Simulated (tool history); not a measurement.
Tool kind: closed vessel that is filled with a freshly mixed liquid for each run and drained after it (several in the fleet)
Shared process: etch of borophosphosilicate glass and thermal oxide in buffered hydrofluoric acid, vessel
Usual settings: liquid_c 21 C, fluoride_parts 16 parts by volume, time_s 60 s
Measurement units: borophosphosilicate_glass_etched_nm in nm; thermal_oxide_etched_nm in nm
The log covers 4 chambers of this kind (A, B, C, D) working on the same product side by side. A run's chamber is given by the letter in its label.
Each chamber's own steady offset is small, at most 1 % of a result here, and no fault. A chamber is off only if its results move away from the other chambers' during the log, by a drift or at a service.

run   hour  liquid_c  fluoride_parts  time_s  hours since the thermometer was replaced  hours since the hydrofluoric acid flow meter was replaced  read-back film thickness of the borophosphosilicate glass reference wafer, read on the same gauge (nm)  read-back film thickness of the thermal oxide reference wafer, read on the same gauge (nm)  borophosphosilicate_glass_etched_nm  thermal_oxide_etched_nm
 1B    5.7        21              16      60                                    2562.8                                                         61                                                                                                     150                                                                                      30.003                               67.287                   39.237
 2C   10.6        21              16      60                                     775.6                                                      239.4                                                                                                     150                                                                                      30.009                                67.33                   38.581
 3D   15.2        21              16      60                                    1952.2                                                      563.3                                                                                                  149.98                                                                                          30                                65.72                   38.776
 4A   20.6        21              16      60                                      90.3                                                      194.5                                                                                                     150                                                                                      29.976                                67.08                   38.468
 5B   23.4        21              16      60                                    2580.5                                                       78.7                                                                                                  150.02                                                                                      29.995                               66.783                   39.247
 6C   28.3        21              16      60                                     793.3                                                      257.1                                                                                                  150.03                                                                                      29.976                               66.109                   38.761
 7D     33        21              16      60                                      1970                                                      581.1                                                                                                  149.98                                                                                       29.99                               66.297                   38.605
 8A   37.7        21              16      60                                     107.4                                                      211.6                                                                                                  150.01                                                                                      29.969                               65.944                   38.189
 9B   40.8        21              16      60                                    2597.9                                                       96.1                                                                                                  149.97                                                                                      30.016                               65.721                    39.23
10C   44.9        21              16      60                                     809.9                                                      273.7                                                                                                  150.01                                                                                      29.991                               67.755                   38.461
11A   50.1        21              16      75                                     119.8                                                        224                                                                                                  149.98                                                                                      29.979                               82.658                    48.41
12D     56        21              16      75                                      1993                                                      604.1                                                                                                  149.99                                                                                      30.017                               83.989                    47.75
13C   61.8        21              16      75                                     826.8                                                      290.6                                                                                                  150.02                                                                                      29.974                               82.678                   48.082
14A   67.1        21              16      75                                     136.8                                                        241                                                                                                  150.01                                                                                      29.985                               83.103                     48.2
15B   72.1        21              16      60                                    2629.2                                                      127.4                                                                                                  149.99                                                                                      30.009                               66.123                    38.82
16D   75.4        21              16      60                                    2012.4                                                      623.5                                                                                                  150.02                                                                                      30.013                               66.767                   39.246
17B   78.4        21              16      70                                    2635.5                                                      133.7                                                                                                  150.01                                                                                      29.966                                77.06                   45.602
18D   82.6        21              16      70                                    2019.6                                                      630.7                                                                                                  149.96                                                                                      30.024                               77.736                   44.728
19A   88.5        21              16      70                                     158.2                                                      262.4                                                                                                  149.99                                                                                      30.011                               77.581                    44.03
20C   93.1        21              16      70                                     858.1                                                      321.9                                                                                                  149.98                                                                                      29.987                               79.007                   45.132
21A   96.7        21              21      60                                     166.4                                                      270.6                                                                                                  150.02                                                                                      29.992                                51.51                   30.031
22B  102.6        21              21      60                                    2659.7                                                      157.9                                                                                                  150.02                                                                                      29.997                               50.961                   30.361
23C  108.6        21              21      60                                     873.6                                                      337.4                                                                                                     150                                                                                      29.963                               51.806                   29.751
24D  111.2        21              21      60                                    2048.2                                                      659.3                                                                                                  149.98                                                                                      29.999                               51.684                   30.475
25A  116.2        21              16      60                                     185.9                                                      290.1                                                                                                  149.99                                                                                       29.99                               66.684                   38.607
26C  120.9        21              16      60                                     885.9                                                      349.7                                                                                                  149.97                                                                                      30.011                               66.503                   38.136

Has any chamber moved away from the others, gradually or after a service, or does the common gauge drift, or do the chambers differ only by their own small steady offsets? State the chamber and the most likely cause if one applies.

Beyond each chamber's small constant offset nothing stands out, and the gauge stays steady.

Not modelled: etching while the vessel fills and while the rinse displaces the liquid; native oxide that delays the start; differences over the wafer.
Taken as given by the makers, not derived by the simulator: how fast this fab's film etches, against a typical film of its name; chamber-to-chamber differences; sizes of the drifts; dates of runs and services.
